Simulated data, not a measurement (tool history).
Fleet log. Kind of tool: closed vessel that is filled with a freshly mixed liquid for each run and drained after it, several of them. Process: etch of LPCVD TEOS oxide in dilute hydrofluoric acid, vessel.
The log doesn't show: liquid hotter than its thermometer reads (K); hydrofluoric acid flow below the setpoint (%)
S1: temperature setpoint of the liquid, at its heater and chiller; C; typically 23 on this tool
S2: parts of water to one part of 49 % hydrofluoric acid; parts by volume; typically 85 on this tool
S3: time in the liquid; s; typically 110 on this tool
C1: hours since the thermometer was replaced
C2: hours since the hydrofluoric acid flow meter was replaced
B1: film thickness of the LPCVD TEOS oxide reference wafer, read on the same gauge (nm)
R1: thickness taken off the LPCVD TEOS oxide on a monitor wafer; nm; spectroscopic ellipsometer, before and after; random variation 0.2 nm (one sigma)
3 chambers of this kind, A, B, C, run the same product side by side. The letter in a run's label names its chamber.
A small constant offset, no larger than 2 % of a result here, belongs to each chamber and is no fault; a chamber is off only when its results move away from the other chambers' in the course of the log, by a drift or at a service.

{"run": "1B", "hour": 3.7, "S1": 23, "S2": 85, "S3": 110, "C1": 1243.5, "C2": 454.2, "B1": 89.992, "R1": 21.373}
{"run": "2A", "hour": 6.2, "S1": 23, "S2": 85, "S3": 110, "C1": 2113.3, "C2": 281, "B1": 90.003, "R1": 21.394}
{"run": "3C", "hour": 9.4, "S1": 23, "S2": 85, "S3": 110, "C1": 180.3, "C2": 2300.3, "B1": 89.996, "R1": 21.104}
{"run": "4C", "hour": 13.0, "S1": 23, "S2": 85, "S3": 110, "C1": 183.9, "C2": 2303.9, "B1": 89.991, "R1": 21.172}
{"run": "5B", "hour": 17.0, "S1": 23, "S2": 85, "S3": 110, "C1": 1256.8, "C2": 467.5, "B1": 89.985, "R1": 21.435}
{"run": "6A", "hour": 21.0, "S1": 23, "S2": 85, "S3": 110, "C1": 2128.1, "C2": 295.8, "B1": 90.002, "R1": 21.403}
{"run": "7B", "hour": 24.9, "S1": 23, "S2": 85, "S3": 110, "C1": 1264.7, "C2": 475.4, "B1": 90.006, "R1": 21.54}
{"run": "8A", "hour": 29.7, "S1": 23, "S2": 60, "S3": 85, "C1": 2136.8, "C2": 304.5, "B1": 89.992, "R1": 24.218}
{"run": "9C", "hour": 32.1, "S1": 23, "S2": 60, "S3": 85, "C1": 203, "C2": 2323, "B1": 90.009, "R1": 24.033}
{"run": "10C", "hour": 36.7, "S1": 23, "S2": 60, "S3": 85, "C1": 207.6, "C2": 2327.6, "B1": 90, "R1": 23.77}
{"run": "11B", "hour": 40.9, "S1": 23, "S2": 85, "S3": 110, "C1": 1280.7, "C2": 491.4, "B1": 90.008, "R1": 21.244}
{"run": "12A", "hour": 45.7, "S1": 23, "S2": 115, "S3": 150, "C1": 2152.8, "C2": 320.5, "B1": 89.982, "R1": 20.028}
{"run": "13C", "hour": 48.3, "S1": 23, "S2": 115, "S3": 150, "C1": 219.2, "C2": 2339.2, "B1": 90.016, "R1": 20.641}
{"run": "14A", "hour": 50.4, "S1": 23, "S2": 115, "S3": 150, "C1": 2157.5, "C2": 325.2, "B1": 90.002, "R1": 19.807}
{"run": "15B", "hour": 53.1, "S1": 23, "S2": 85, "S3": 50, "C1": 1292.9, "C2": 503.6, "B1": 89.995, "R1": 9.6831}
{"run": "16C", "hour": 55.2, "S1": 23, "S2": 85, "S3": 50, "C1": 226.1, "C2": 2346.1, "B1": 89.974, "R1": 9.5843}
{"run": "17B", "hour": 58.6, "S1": 23, "S2": 85, "S3": 50, "C1": 1298.4, "C2": 509.1, "B1": 89.999, "R1": 9.8853}
{"run": "18A", "hour": 61.9, "S1": 18, "S2": 85, "S3": 110, "C1": 2169, "C2": 336.7, "B1": 90.015, "R1": 16.663}
{"run": "19B", "hour": 64.9, "S1": 18, "S2": 85, "S3": 110, "C1": 1304.7, "C2": 515.4, "B1": 89.986, "R1": 17.403}
{"run": "20C", "hour": 69.6, "S1": 18, "S2": 85, "S3": 110, "C1": 240.5, "C2": 2360.5, "B1": 90.002, "R1": 17.5}
{"hour": 72.9, "done": "chamber A: thermometer replaced"}
{"run": "21A", "hour": 73.2, "S1": 23, "S2": 95, "S3": 110, "C1": 0.3, "C2": 348, "B1": 89.985, "R1": 17.805}
{"run": "22B", "hour": 76.4, "S1": 23, "S2": 95, "S3": 110, "C1": 1316.2, "C2": 526.9, "B1": 90.004, "R1": 18.835}
{"run": "23C", "hour": 79.6, "S1": 23, "S2": 95, "S3": 110, "C1": 250.5, "C2": 2370.5, "B1": 89.992, "R1": 18.749}
{"run": "24A", "hour": 82.4, "S1": 23, "S2": 60, "S3": 155, "C1": 9.5, "C2": 357.2, "B1": 90.001, "R1": 40.966}
{"run": "25C", "hour": 86.8, "S1": 23, "S2": 60, "S3": 155, "C1": 257.7, "C2": 2377.7, "B1": 90.011, "R1": 43.223}
{"run": "26A", "hour": 91.3, "S1": 23, "S2": 60, "S3": 155, "C1": 18.4, "C2": 366.1, "B1": 90.022, "R1": 40.864}

For the next run the whole fleet of 3 chambers uses the same settings. Give each chamber's results:
{"run": "27A", "hour": 94.8, "S1": 23, "S2": 85, "S3": 110, "R1": "?"}
{"run": "27B", "hour": 94.8, "S1": 23, "S2": 85, "S3": 110, "R1": "?"}
{"run": "27C", "hour": 94.8, "S1": 23, "S2": 85, "S3": 110, "R1": "?"}

run=27A R1=19.93
run=27B R1=21.103
run=27C R1=21.062

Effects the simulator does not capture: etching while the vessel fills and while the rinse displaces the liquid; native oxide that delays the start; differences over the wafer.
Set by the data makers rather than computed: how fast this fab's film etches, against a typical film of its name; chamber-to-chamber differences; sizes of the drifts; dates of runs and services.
